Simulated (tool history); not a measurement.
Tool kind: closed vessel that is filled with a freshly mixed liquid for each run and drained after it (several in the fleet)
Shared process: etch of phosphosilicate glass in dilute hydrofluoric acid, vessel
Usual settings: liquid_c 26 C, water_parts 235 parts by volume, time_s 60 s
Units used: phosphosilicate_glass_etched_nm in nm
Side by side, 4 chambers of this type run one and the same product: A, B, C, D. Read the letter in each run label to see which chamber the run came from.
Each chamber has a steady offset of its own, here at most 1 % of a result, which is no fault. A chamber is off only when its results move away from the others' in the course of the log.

run   hour  liquid_c  water_parts  time_s  read-back film thickness of the phosphosilicate glass reference wafer, read on the same gauge (nm)  phosphosilicate_glass_etched_nm
 1D    6.9        26          235      60                                                                                              70.005                           43.424
 2C     11        26          235      60                                                                                              69.989                           42.778
 3A   15.4        26          235      60                                                                                              70.007                           42.994
 4B   21.3        26          235      60                                                                                              70.003                           43.285
 5A   27.9        26          235      60                                                                                               69.99                           42.427
 6C   32.6        26          235      60                                                                                              70.021                           43.068
 7D   38.7        26          235      60                                                                                              70.003                           43.224
 8B   46.2        26          235      60                                                                                              70.015                           43.334
 9D   52.5        26          150      60                                                                                              70.023                           75.563
10A   58.4        26          150      60                                                                                              70.002                           71.303
11B   64.7        26          150      60                                                                                              69.989                           75.092
12C   70.7        26          150      60                                                                                              70.009                           72.628
13A   74.8        26          235      60                                                                                              70.013                           41.529
14C   81.1        26          235      60                                                                                              70.009                           42.886
15D   88.2        26          235      60                                                                                              69.979                           43.527
16B   94.4        26          235      60                                                                                              70.011                           43.324
17B   98.9        26          150      60                                                                                              69.988                           75.307
18A  105.1        26          150      60                                                                                              70.003                           68.741
19C  110.6        26          150      60                                                                                              69.993                           72.843
20D  117.2        26          150      60                                                                                              70.014                           75.184
21C  123.1        26          235      60                                                                                              70.024                           43.069
22B  129.5        26          235      60                                                                                              69.973                           43.066
23D  134.7        26          235      60                                                                                              70.011                           43.301
24A    142        26          235      60                                                                                              69.995                           40.004
25D  146.9        26          235      60                                                                                              69.991                           43.817

Does one chamber stand apart from the rest, does the shared gauge drift, or is all well apart from small per-chamber offsets? Give the chamber and the most likely cause, where there is one.

One chamber, A, drifts off from the rest bit by bit.
Likeliest cause: hydrofluoric acid flow below the setpoint (%) = 5.78.
The log may not separate it from: liquid colder than its thermometer reads (K).

Below are 4 candidate recipes for chamber A's next run, each the usual settings with a change, their results shown as question marks. Which of them brings A's results back in line with what the other chambers give on the usual settings?
Allowed miss from the other chambers' usual-settings mean, per result, to count as in line: phosphosilicate_glass_etched_nm 1.1 nm
26A-1  152.4        27          235      60                                                                                                                                    ?
26A-2  152.4        26          250      60                                                                                                                                    ?
26A-3  152.4        26          240      60                                                                                                                                    ?
26A-4  152.4      28.5          235      60                                                                                                                                    ?

Mean of the other chambers on the usual settings: phosphosilicate_glass_etched_nm 43.091 nm
  run  phosphosilicate_glass_etched_nm
26A-1                           41.107
26A-2                           36.753
26A-3                           38.686
26A-4                           43.228
The right change is 26A-4: it brings the chamber back within the allowed miss of the others.
